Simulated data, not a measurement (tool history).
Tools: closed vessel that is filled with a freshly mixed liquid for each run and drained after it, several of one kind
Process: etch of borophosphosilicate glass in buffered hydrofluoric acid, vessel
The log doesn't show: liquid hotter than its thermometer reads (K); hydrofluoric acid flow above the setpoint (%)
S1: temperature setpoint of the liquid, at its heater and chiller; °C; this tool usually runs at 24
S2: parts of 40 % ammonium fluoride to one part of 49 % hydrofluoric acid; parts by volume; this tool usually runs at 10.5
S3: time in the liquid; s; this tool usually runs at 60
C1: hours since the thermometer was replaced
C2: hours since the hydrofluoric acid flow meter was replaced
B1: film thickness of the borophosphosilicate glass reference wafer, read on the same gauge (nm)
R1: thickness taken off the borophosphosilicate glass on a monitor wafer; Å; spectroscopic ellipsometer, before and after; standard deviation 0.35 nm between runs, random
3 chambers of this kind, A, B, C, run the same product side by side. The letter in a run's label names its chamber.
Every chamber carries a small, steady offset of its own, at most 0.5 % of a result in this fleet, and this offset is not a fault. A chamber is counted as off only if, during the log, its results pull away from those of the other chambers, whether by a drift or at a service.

run	hour	S1	S2	S3	C1	C2	B1	R1
1C	10	24	10.5	60	566.1	1031	30.028	787.14
2B	18.2	24	10.5	60	168	2169.5	30.012	799.42
3A	22.7	24	10.5	60	262.3	141.9	29.985	800.94
4B	30.8	24	10.5	60	180.6	2182.1	30	793.9
5C	38.7	21.5	7	60	594.8	1059.7	29.975	1020.6
6A	46	21.5	7	60	285.6	165.2	29.98	1014
7C	55.5	21.5	7	60	611.6	1076.5	30.007	1015.7
8B	60.4	24	10.5	60	210.2	2211.7	29.986	794.87
9A	67.9	24	10.5	60	307.5	187.1	29.984	794.21
# hour 69.7: chamber C: thermometer replaced
10C	75.3	24	10.5	60	5.6	1096.3	29.984	786.33
11A	82.5	24	10.5	60	322.1	201.7	29.942	800.31
12B	88	24	10.5	60	237.8	2239.3	30.028	791.16
13B	95.6	24	10.5	60	245.4	2246.9	30.038	796.46
14A	104.7	24	10.5	60	344.3	223.9	29.988	806.8
15C	109.2	24	10.5	60	39.5	1130.2	30.03	786.44
16C	116.4	24	10.5	60	46.7	1137.4	29.959	791.8
17A	125.6	24	10.5	60	365.2	244.8	30.028	818.28
18B	136	24	10.5	60	285.8	2287.3	30.001	792.17
19B	146.3	24	10.5	60	296.1	2297.6	30.005	798.45
20A	152.9	24	10.5	60	392.5	272.1	30.025	828.55
21C	161.4	24	8.5	60	91.7	1182.4	30.001	938.29
22B	166.2	24	8.5	60	316	2317.5	30.002	944.45
23C	176.1	24	8.5	60	106.4	1197.1	29.983	943.41
24A	186	24	10.5	60	425.6	305.2	29.982	848.98
25B	191.7	24	10.5	60	341.5	2343	30.029	794.24

Predict what each chamber gives when all 3 of them run the settings below next.
26A	199.2	24	13	60				?
26B	199.2	24	13	60				?
26C	199.2	24	13	60				?

run	R1
26A	687.73
26B	644.65
26C	639.2

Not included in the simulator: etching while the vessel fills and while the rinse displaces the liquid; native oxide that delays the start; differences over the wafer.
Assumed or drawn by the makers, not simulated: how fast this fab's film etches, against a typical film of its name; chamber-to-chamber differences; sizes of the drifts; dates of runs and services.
